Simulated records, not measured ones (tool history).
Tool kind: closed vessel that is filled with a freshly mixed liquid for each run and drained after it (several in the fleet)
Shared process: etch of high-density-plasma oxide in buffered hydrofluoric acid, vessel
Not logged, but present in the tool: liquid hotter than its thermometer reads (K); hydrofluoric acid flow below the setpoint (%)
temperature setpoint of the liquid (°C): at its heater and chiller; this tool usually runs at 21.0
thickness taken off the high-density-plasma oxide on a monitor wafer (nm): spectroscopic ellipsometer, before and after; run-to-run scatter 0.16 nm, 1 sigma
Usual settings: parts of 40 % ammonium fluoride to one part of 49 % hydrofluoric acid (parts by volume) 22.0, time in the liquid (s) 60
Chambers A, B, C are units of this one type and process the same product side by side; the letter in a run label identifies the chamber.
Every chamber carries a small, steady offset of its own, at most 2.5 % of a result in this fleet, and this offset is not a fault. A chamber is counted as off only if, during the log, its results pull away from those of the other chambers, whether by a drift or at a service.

run   hour  temperature setpoint of the liquid (°C)  parts of 40 % ammonium fluoride to one part of 49 % hydrofluoric acid (parts by volume)  time in the liquid (s)  hours since the thermometer was replaced  hours since the hydrofluoric acid flow meter was replaced  read-back film thickness of the high-density-plasma oxide reference wafer, read on the same gauge (nm)  thickness taken off the high-density-plasma oxide on a monitor wafer (nm)
 1A    6.9                                     21.0                                                                                     22.0                      60                                     593.2                                                     1284.3                                                                                                  99.999                                                                     30.464
 2B   17.6                                     21.0                                                                                     22.0                      60                                     181.9                                                      535.2                                                                                                 100.010                                                                     30.293
 3C   24.5                                     21.0                                                                                     22.0                      60                                     666.4                                                     1615.1                                                                                                  99.989                                                                     29.773
 4B   33.9                                     21.0                                                                                     22.0                      60                                     198.2                                                      551.5                                                                                                 100.010                                                                     30.180
 5C   42.6                                     21.0                                                                                     22.0                      60                                     684.5                                                     1633.2                                                                                                 100.000                                                                     29.664
 6A   52.5                                     17.0                                                                                     22.0                      60                                     638.8                                                     1329.9                                                                                                  99.994                                                                     24.368
 7C   59.6                                     17.0                                                                                     22.0                      60                                     701.5                                                     1650.2                                                                                                  99.984                                                                     23.922
 8A   72.3                                     17.0                                                                                     22.0                      60                                     658.6                                                     1349.7                                                                                                 100.010                                                                     24.270
 9B   80.4                                     21.0                                                                                     27.5                      60                                     244.7                                                      598.0                                                                                                 100.010                                                                     25.804
10A   93.1                                     21.0                                                                                     27.5                      60                                     679.4                                                     1370.5                                                                                                  99.993                                                                     25.916
11C  101.9                                     21.0                                                                                     27.5                      60                                     743.8                                                     1692.5                                                                                                  99.980                                                                     25.663
12B  114.5                                     17.5                                                                                     22.0                      60                                     278.8                                                      632.1                                                                                                  99.972                                                                     24.788
13B  121.9                                     17.5                                                                                     22.0                      60                                     286.2                                                      639.5                                                                                                  99.975                                                                     24.922
14C  134.6                                     17.5                                                                                     22.0                      60                                     776.5                                                     1725.2                                                                                                  99.995                                                                     24.368
     138.5  -- chamber C: hydrofluoric acid flow meter replaced
15A  146.7                                     21.0                                                                                     22.0                      60                                     733.0                                                     1424.1                                                                                                 100.000                                                                     30.761
16A  156.6                                     17.5                                                                                     22.0                      60                                     742.9                                                     1434.0                                                                                                 100.010                                                                     24.828
17C  166.0                                     17.5                                                                                     22.0                      60                                     807.9                                                       27.6                                                                                                 100.010                                                                     24.570
18B  174.3                                     17.5                                                                                     22.0                      60                                     338.6                                                      691.9                                                                                                  99.996                                                                     24.966
19A  180.8                                     21.0                                                                                     22.0                      60                                     767.1                                                     1458.2                                                                                                  99.977                                                                     30.582
20B  188.9                                     21.0                                                                                     22.0                      60                                     353.2                                                      706.5                                                                                                 100.010                                                                     30.768
21C  195.1                                     21.0                                                                                     22.0                      60                                     837.0                                                       56.7                                                                                                  99.983                                                                     29.471
22C  206.1                                     21.0                                                                                     28.0                      60                                     848.0                                                       67.7                                                                                                  99.994                                                                     25.062
23B  213.3                                     21.0                                                                                     28.0                      60                                     377.6                                                      730.9                                                                                                 100.030                                                                     26.077
24A  219.7                                     21.0                                                                                     28.0                      60                                     806.0                                                     1497.1                                                                                                  99.991                                                                     25.788
25B  227.0                                     21.0                                                                                     22.0                      60                                     391.3                                                      744.6                                                                                                  99.995                                                                     31.033
26A  232.8                                     21.0                                                                                     22.0                      60                                     819.1                                                     1510.2                                                                                                 100.010                                                                     30.550
27C  245.6                                     21.0                                                                                     22.0                      60                                     887.5                                                      107.2                                                                                                 100.010                                                                     29.984
28A  254.7                                     21.0                                                                                     22.0                      60                                     841.0                                                     1532.1                                                                                                 100.000                                                                     30.701
29B  262.5                                     21.0                                                                                     22.0                      60                                     426.8                                                      780.1                                                                                                  99.992                                                                     31.429
30C  269.8                                     21.0                                                                                     22.0                      60                                     911.7                                                      131.4                                                                                                 100.020                                                                     29.955
31C  283.0                                     21.0                                                                                     22.0                      60                                     924.9                                                      144.6                                                                                                 100.020                                                                     29.729
32A  294.2                                     21.0                                                                                     22.0                      60                                     880.5                                                     1571.6                                                                                                 100.010                                                                     30.575
33B  303.5                                     21.0                                                                                     22.0                      60                                     467.8                                                      821.1                                                                                                 100.020                                                                     31.781
34B  310.4                                     21.0                                                                                     15.5                      90                                     474.7                                                      828.0                                                                                                 100.010                                                                     66.116
     313.0  -- chamber A: thermometer replaced
35A  319.1                                     21.0                                                                                     15.5                      90                                       6.2                                                     1596.5                                                                                                  99.982                                                                     63.097
36C  330.9                                     21.0                                                                                     15.5                      90                                     972.8                                                      192.5                                                                                                  99.977                                                                     61.656
37A  341.0                                     21.0                                                                                     22.0                      60                                      28.1                                                     1618.4                                                                                                  99.983                                                                     30.633
38C  354.0                                     21.0                                                                                     22.0                      60                                     995.9                                                      215.6                                                                                                 100.010                                                                     30.056
39B  362.2                                     21.0                                                                                     22.0                      60                                     526.5                                                      879.8                                                                                                  99.992                                                                     32.193
40B  368.6                                     21.0                                                                                     22.0                      60                                     532.9                                                      886.2                                                                                                  99.988                                                                     31.968
41C  375.6                                     21.0                                                                                     22.0                      60                                    1017.5                                                      237.2                                                                                                  99.984                                                                     30.001

One chamber off, gauge drift, or nothing amiss beyond the chambers' own small offsets? If it is a chamber, which one, and what is the likeliest cause?

One chamber, B, drifts off from the rest bit by bit.
What lies behind it: liquid hotter than its thermometer reads (K) = 1.29.
The log might look much the same if the cause were instead: hydrofluoric acid flow above the setpoint (%).

Here are 4 candidates for chamber B's next run, each the usual settings with a change, their results left as question marks. Which one brings its results back in line with what the others give on the usual settings?
Maximum distance from the other chambers' mean on the usual settings for a result to count as in line: thickness taken off the high-density-plasma oxide on a monitor wafer (nm) 0.580
42B-1  385.1                                     21.0                                                                                     20.0                      60                                                                                                                                                                                                                                                                                       ?
42B-2  385.1                                     20.5                                                                                     22.0                      60                                                                                                                                                                                                                                                                                       ?
42B-3  385.1                                     21.0                                                                                     21.0                      60                                                                                                                                                                                                                                                                                       ?
42B-4  385.1                                     21.0                                                                                     24.5                      60                                                                                                                                                                                                                                                                                       ?

Usual-settings mean across the other chambers: thickness taken off the high-density-plasma oxide on a monitor wafer (nm) 30.176
  run  thickness taken off the high-density-plasma oxide on a monitor wafer (nm)
42B-1                                                                     34.537
42B-2                                                                     31.428
42B-3                                                                     33.363
42B-4                                                                     29.953
Change 42B-4 lands the chamber within the allowed miss of the other chambers.
